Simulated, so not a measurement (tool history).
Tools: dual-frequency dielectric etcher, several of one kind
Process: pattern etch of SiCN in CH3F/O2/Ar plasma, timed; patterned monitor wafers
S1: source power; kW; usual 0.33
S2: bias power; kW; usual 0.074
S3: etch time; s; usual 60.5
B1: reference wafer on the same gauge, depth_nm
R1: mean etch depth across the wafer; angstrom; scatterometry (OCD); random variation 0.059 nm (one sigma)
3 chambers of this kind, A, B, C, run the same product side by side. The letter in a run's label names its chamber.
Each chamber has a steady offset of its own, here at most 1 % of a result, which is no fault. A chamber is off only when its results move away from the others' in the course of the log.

{"run": "1C", "hour": 13.8, "S1": 0.33, "S2": 0.074, "S3": 60.5, "B1": 18.701, "R1": 212.85}
{"run": "2B", "hour": 28.0, "S1": 0.33, "S2": 0.074, "S3": 60.5, "B1": 18.696, "R1": 211.95}
{"run": "3A", "hour": 39.8, "S1": 0.33, "S2": 0.074, "S3": 60.5, "B1": 18.703, "R1": 212.67}
{"run": "4C", "hour": 51.1, "S1": 0.33, "S2": 0.074, "S3": 60.5, "B1": 18.697, "R1": 211.99}
{"run": "5A", "hour": 63.4, "S1": 0.33, "S2": 0.074, "S3": 60.5, "B1": 18.702, "R1": 212.68}
{"run": "6B", "hour": 74.9, "S1": 0.33, "S2": 0.074, "S3": 60.5, "B1": 18.696, "R1": 213.47}
{"hour": 82.6, "done": "chamber C: wet clean of the chamber"}
{"run": "7A", "hour": 84.6, "S1": 0.33, "S2": 0.057, "S3": 60.5, "B1": 18.696, "R1": 192.97}
{"run": "8C", "hour": 91.2, "S1": 0.33, "S2": 0.057, "S3": 60.5, "B1": 18.704, "R1": 192.3}
{"run": "9B", "hour": 103.1, "S1": 0.33, "S2": 0.057, "S3": 60.5, "B1": 18.693, "R1": 194.81}
{"run": "10A", "hour": 112.3, "S1": 0.33, "S2": 0.074, "S3": 60.5, "B1": 18.699, "R1": 212.41}
{"hour": 116.9, "done": "chamber B: wet clean of the chamber"}
{"run": "11C", "hour": 124.3, "S1": 0.33, "S2": 0.074, "S3": 60.5, "B1": 18.695, "R1": 212.11}
{"run": "12B", "hour": 138.6, "S1": 0.28, "S2": 0.084, "S3": 60.5, "B1": 18.712, "R1": 214.56}
{"run": "13C", "hour": 150.9, "S1": 0.28, "S2": 0.084, "S3": 60.5, "B1": 18.69, "R1": 208.34}
{"run": "14B", "hour": 161.3, "S1": 0.28, "S2": 0.084, "S3": 60.5, "B1": 18.688, "R1": 214.33}
{"run": "15A", "hour": 170.1, "S1": 0.33, "S2": 0.074, "S3": 60.5, "B1": 18.7, "R1": 213.05}
{"hour": 181.3, "done": "chamber A: wet clean of the chamber"}
{"run": "16C", "hour": 183.5, "S1": 0.33, "S2": 0.074, "S3": 60.5, "B1": 18.702, "R1": 211.22}
{"run": "17B", "hour": 194.5, "S1": 0.36, "S2": 0.074, "S3": 60.5, "B1": 18.706, "R1": 224.65}
{"run": "18A", "hour": 202.0, "S1": 0.36, "S2": 0.074, "S3": 60.5, "B1": 18.708, "R1": 220.14}
{"run": "19A", "hour": 212.7, "S1": 0.36, "S2": 0.074, "S3": 60.5, "B1": 18.692, "R1": 220.76}
{"run": "20B", "hour": 220.0, "S1": 0.33, "S2": 0.074, "S3": 60.5, "B1": 18.692, "R1": 217.98}
{"run": "21C", "hour": 232.9, "S1": 0.33, "S2": 0.074, "S3": 60.5, "B1": 18.693, "R1": 212.01}
{"run": "22A", "hour": 245.4, "S1": 0.3, "S2": 0.074, "S3": 60.5, "B1": 18.688, "R1": 205.19}
{"run": "23B", "hour": 257.8, "S1": 0.3, "S2": 0.074, "S3": 60.5, "B1": 18.704, "R1": 209.89}
{"run": "24C", "hour": 266.3, "S1": 0.3, "S2": 0.074, "S3": 60.5, "B1": 18.705, "R1": 204}
{"run": "25C", "hour": 280.5, "S1": 0.33, "S2": 0.074, "S3": 60.5, "B1": 18.699, "R1": 212.03}
{"run": "26A", "hour": 291.9, "S1": 0.33, "S2": 0.074, "S3": 60.5, "B1": 18.702, "R1": 213.26}
{"run": "27B", "hour": 303.8, "S1": 0.33, "S2": 0.074, "S3": 60.5, "B1": 18.701, "R1": 219.37}
{"run": "28C", "hour": 312.2, "S1": 0.33, "S2": 0.074, "S3": 60.5, "B1": 18.706, "R1": 211.24}
{"run": "29A", "hour": 320.0, "S1": 0.39, "S2": 0.064, "S3": 60.5, "B1": 18.703, "R1": 215.35}
{"run": "30B", "hour": 330.8, "S1": 0.39, "S2": 0.064, "S3": 60.5, "B1": 18.699, "R1": 220.95}
{"run": "31B", "hour": 345.2, "S1": 0.39, "S2": 0.064, "S3": 60.5, "B1": 18.694, "R1": 220.49}
{"run": "32A", "hour": 358.4, "S1": 0.39, "S2": 0.074, "S3": 44.5, "B1": 18.687, "R1": 167.6}
{"run": "33C", "hour": 368.2, "S1": 0.39, "S2": 0.074, "S3": 44.5, "B1": 18.709, "R1": 165.43}

Is one chamber off against the others, does the gauge drift, or is nothing wrong? If a chamber is off, say which, and what the likeliest cause is.

A service left chamber B off against the others.
Cause: etch rate over this chamber's usual, % = 2.48.

Here are 4 candidates for chamber B's next run, each the usual settings with a change, their results left as question marks. Which one brings its results back in line with what the others give on the usual settings?
In line means no further than this from the other chambers' mean on the usual settings: R1 2 angstrom
{"run": "34B-1", "hour": 378.9, "S1": 0.32, "S2": 0.071, "S3": 60.5, "R1": "?"}
{"run": "34B-2", "hour": 378.9, "S1": 0.33, "S2": 0.074, "S3": 62, "R1": "?"}
{"run": "34B-3", "hour": 378.9, "S1": 0.33, "S2": 0.073, "S3": 58, "R1": "?"}
{"run": "34B-4", "hour": 378.9, "S1": 0.33, "S2": 0.085, "S3": 60.5, "R1": "?"}

The other chambers' mean on the usual settings: R1 212.43 angstrom
run=34B-1 R1=212.89
run=34B-2 R1=223.95
run=34B-3 R1=208.49
run=34B-4 R1=229.77
34B-1 brings the chamber back in line.
